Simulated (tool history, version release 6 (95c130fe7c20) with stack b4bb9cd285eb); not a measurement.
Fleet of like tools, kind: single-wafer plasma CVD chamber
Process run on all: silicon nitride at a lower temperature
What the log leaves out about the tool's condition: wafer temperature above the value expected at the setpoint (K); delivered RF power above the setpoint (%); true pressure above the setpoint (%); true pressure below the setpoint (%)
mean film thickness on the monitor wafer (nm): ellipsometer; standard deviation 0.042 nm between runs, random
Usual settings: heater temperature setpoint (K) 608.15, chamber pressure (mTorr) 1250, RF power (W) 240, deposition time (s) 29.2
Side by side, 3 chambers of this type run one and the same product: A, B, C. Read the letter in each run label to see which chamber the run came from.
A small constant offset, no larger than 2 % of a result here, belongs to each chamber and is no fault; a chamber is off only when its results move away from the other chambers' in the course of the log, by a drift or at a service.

run,hour,heater temperature setpoint (K),chamber pressure (mTorr),RF power (W),deposition time (s),hours since the last thermocouple change,hours since the last RF generator calibration,hours since the last manometer calibration,"read-back reference wafer on the same gauge, thickness_nm",mean film thickness on the monitor wafer (nm)
1A,7.3,608.15,1250,240,29.2,978.1,1191.2,1193.9,29.598,27.375
2C,18.4,608.15,1250,240,29.2,1398.9,1662.8,20.6,29.611,27.160
3B,25.0,608.15,1250,240,29.2,1647.3,819.7,313.0,29.615,27.552
4A,35.5,608.15,1250,240,29.2,1006.3,1219.4,1222.1,29.622,27.276
5C,43.5,608.15,1250,240,29.2,1424.0,1687.9,45.7,29.615,27.131
6B,49.7,608.15,1250,240,29.2,1672.0,844.4,337.7,29.626,27.591
7B,56.3,608.15,1250,240,29.2,1678.6,851.0,344.3,29.621,27.576
8A,66.6,608.15,1250,240,29.2,1037.4,1250.5,1253.2,29.634,27.343
9C,76.6,608.15,1250,240,29.2,1457.1,1721.0,78.8,29.632,27.149
10B,86.5,608.15,1250,240,29.2,1708.8,881.2,374.5,29.658,27.595
11C,97.2,608.15,1250,240,29.2,1477.7,1741.6,99.4,29.657,27.144
12A,106.4,608.15,1250,240,29.2,1077.2,1290.3,1293.0,29.660,27.414
13A,115.9,608.15,1250,195,29.2,1086.7,1299.8,1302.5,29.656,23.440
14B,124.3,608.15,1250,195,29.2,1746.6,919.0,412.3,29.663,23.627
15C,130.2,608.15,1250,195,29.2,1510.7,1774.6,132.4,29.682,23.451
16C,135.7,608.15,1250,240,29.2,1516.2,1780.1,137.9,29.681,27.159
17B,145.6,617.15,1250,240,29.2,1767.9,940.3,433.6,29.684,27.460
18A,154.3,617.15,1250,240,29.2,1125.1,1338.2,1340.9,29.683,27.273
19A,163.8,617.15,1250,240,29.2,1134.6,1347.7,1350.4,29.677,27.263
20C,171.0,608.15,1250,240,29.2,1551.5,1815.4,173.2,29.694,27.248
21B,176.1,608.15,1250,240,29.2,1798.4,970.8,464.1,29.711,27.639
# hour 183.9: chamber A: RF generator calibrated
22B,186.4,608.15,1250,240,29.2,1808.7,981.1,474.4,29.697,27.569
23C,197.4,608.15,1250,240,29.2,1577.9,1841.8,199.6,29.705,27.228
24A,205.5,608.15,1250,240,29.2,1176.3,21.6,1392.1,29.713,27.416
25A,212.6,608.15,1250,240,29.2,1183.4,28.7,1399.2,29.711,27.463
# hour 215.0: chamber B: RF generator calibrated
26C,221.4,608.15,1250,240,29.2,1601.9,1865.8,223.6,29.705,27.139
27B,231.8,608.15,1250,240,29.2,1854.1,16.8,519.8,29.737,27.619
28B,242.9,608.15,1250,240,29.2,1865.2,27.9,530.9,29.737,27.640
29C,251.9,608.15,1250,240,29.2,1632.4,1896.3,254.1,29.741,27.175
30A,261.5,608.15,1250,240,29.2,1232.3,77.6,1448.1,29.749,27.400
31B,270.5,608.15,1250,240,29.2,1892.8,55.5,558.5,29.744,27.687
32A,280.4,608.15,1250,240,29.2,1251.2,96.5,1467.0,29.753,27.479
33C,286.8,608.15,1250,240,29.2,1667.3,1931.2,289.0,29.760,27.205
34A,297.2,608.15,1250,240,29.2,1268.0,113.3,1483.8,29.756,27.516
35C,306.8,608.15,1250,215,25.0,1687.3,1951.2,309.0,29.779,21.588
36B,313.3,608.15,1250,215,25.0,1935.6,98.3,601.3,29.772,21.838
37A,321.8,608.15,1250,215,25.0,1292.6,137.9,1508.4,29.783,21.676
38B,329.3,608.15,1250,270,29.2,1951.6,114.3,617.3,29.780,30.154
39C,334.7,608.15,1250,270,29.2,1715.2,1979.1,336.9,29.777,29.593

Does one chamber stand apart from the rest, does the shared gauge drift, or is all well apart from small per-chamber offsets? Give the chamber and the most likely cause, where there is one.

The gauge drifts, so all chambers seem to drift together. No chamber is off.
Most likely cause: gauge reads high (%) = 0.624.
